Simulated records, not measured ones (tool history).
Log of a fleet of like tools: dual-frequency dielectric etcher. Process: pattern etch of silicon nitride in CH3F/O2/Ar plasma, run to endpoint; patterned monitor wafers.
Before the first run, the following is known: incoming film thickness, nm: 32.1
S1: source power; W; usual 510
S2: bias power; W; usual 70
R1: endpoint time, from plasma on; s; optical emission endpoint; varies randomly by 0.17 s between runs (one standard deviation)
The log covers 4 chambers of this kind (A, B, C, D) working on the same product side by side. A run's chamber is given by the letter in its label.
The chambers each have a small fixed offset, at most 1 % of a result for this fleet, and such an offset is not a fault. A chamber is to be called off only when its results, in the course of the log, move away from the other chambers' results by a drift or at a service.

Run 1C, hour 8.8: usual settings. Result: R1 42.796 s.
Run 2D, hour 18.6: usual settings. Result: R1 43.095 s.
Run 3B, hour 25.6: usual settings. Result: R1 43.049 s.
Run 4A, hour 32.8: usual settings. Result: R1 42.428 s.
At hour 40.0: chamber C: wet clean of the chamber.
Run 5A, hour 42.5: usual settings. Result: R1 42.604 s.
At hour 46.2: chamber D: wet clean of the chamber.
Run 6C, hour 53.2: usual settings. Result: R1 42.532 s.
Run 7B, hour 63.1: usual settings. Result: R1 42.920 s.
Run 8D, hour 74.3: usual settings but S1 580 W. Result: R1 40.824 s.
Run 9A, hour 84.0: usual settings but S1 580 W. Result: R1 40.261 s.
Run 10C, hour 97.3: usual settings but S1 580 W. Result: R1 40.992 s.
Run 11D, hour 110.2: usual settings but S1 580 W. Result: R1 41.285 s.
Run 12B, hour 123.6: usual settings. Result: R1 42.547 s.
Run 13D, hour 129.8: usual settings but S1 590 W, S2 87 W. Result: R1 37.945 s.
Run 14B, hour 141.4: usual settings but S1 590 W, S2 87 W. Result: R1 37.613 s.
Run 15C, hour 151.9: usual settings but S1 590 W, S2 87 W. Result: R1 37.760 s.
At hour 158.0: chamber A: wet clean of the chamber.
Run 16A, hour 163.3: usual settings but S1 590 W, S2 87 W. Result: R1 36.235 s.
Run 17A, hour 175.4: usual settings. Result: R1 41.707 s.
Run 18C, hour 188.5: usual settings but S1 450 W, S2 63 W. Result: R1 46.556 s.
Run 19D, hour 202.0: usual settings but S1 450 W, S2 63 W. Result: R1 47.100 s.
Run 20B, hour 208.3: usual settings but S1 450 W, S2 63 W. Result: R1 46.719 s.
Run 21C, hour 220.3: usual settings but S1 450 W, S2 63 W. Result: R1 46.405 s.
Run 22D, hour 232.2: usual settings. Result: R1 42.993 s.
Run 23B, hour 245.8: usual settings. Result: R1 42.621 s.
Run 24A, hour 255.6: usual settings but S2 78 W. Result: R1 39.724 s.
Run 25A, hour 265.1: usual settings but S2 78 W. Result: R1 39.827 s.
Run 26C, hour 273.6: usual settings but S2 78 W. Result: R1 41.173 s.
Run 27B, hour 285.1: usual settings but S2 78 W. Result: R1 41.261 s.
Run 28D, hour 295.3: usual settings but S1 600 W, S2 62 W. Result: R1 42.096 s.
Run 29D, hour 304.6: usual settings but S1 600 W, S2 62 W. Result: R1 41.913 s.
Run 30B, hour 312.9: usual settings but S1 600 W, S2 62 W. Result: R1 41.680 s.
Run 31C, hour 321.9: usual settings but S1 600 W, S2 62 W. Result: R1 41.917 s.
Run 32A, hour 329.5: usual settings. Result: R1 41.369 s.

The same settings go to every chamber for the next run, one line per chamber below. Forecast the results for each:
Run 33A, hour 339.3: usual settings. Result: R1 ?.
Run 33B, hour 339.3: usual settings. Result: R1 ?.
Run 33C, hour 339.3: usual settings. Result: R1 ?.
Run 33D, hour 339.3: usual settings. Result: R1 ?.

run      R1
33A  41.328
33B  42.956
33C  42.731
33D  42.999
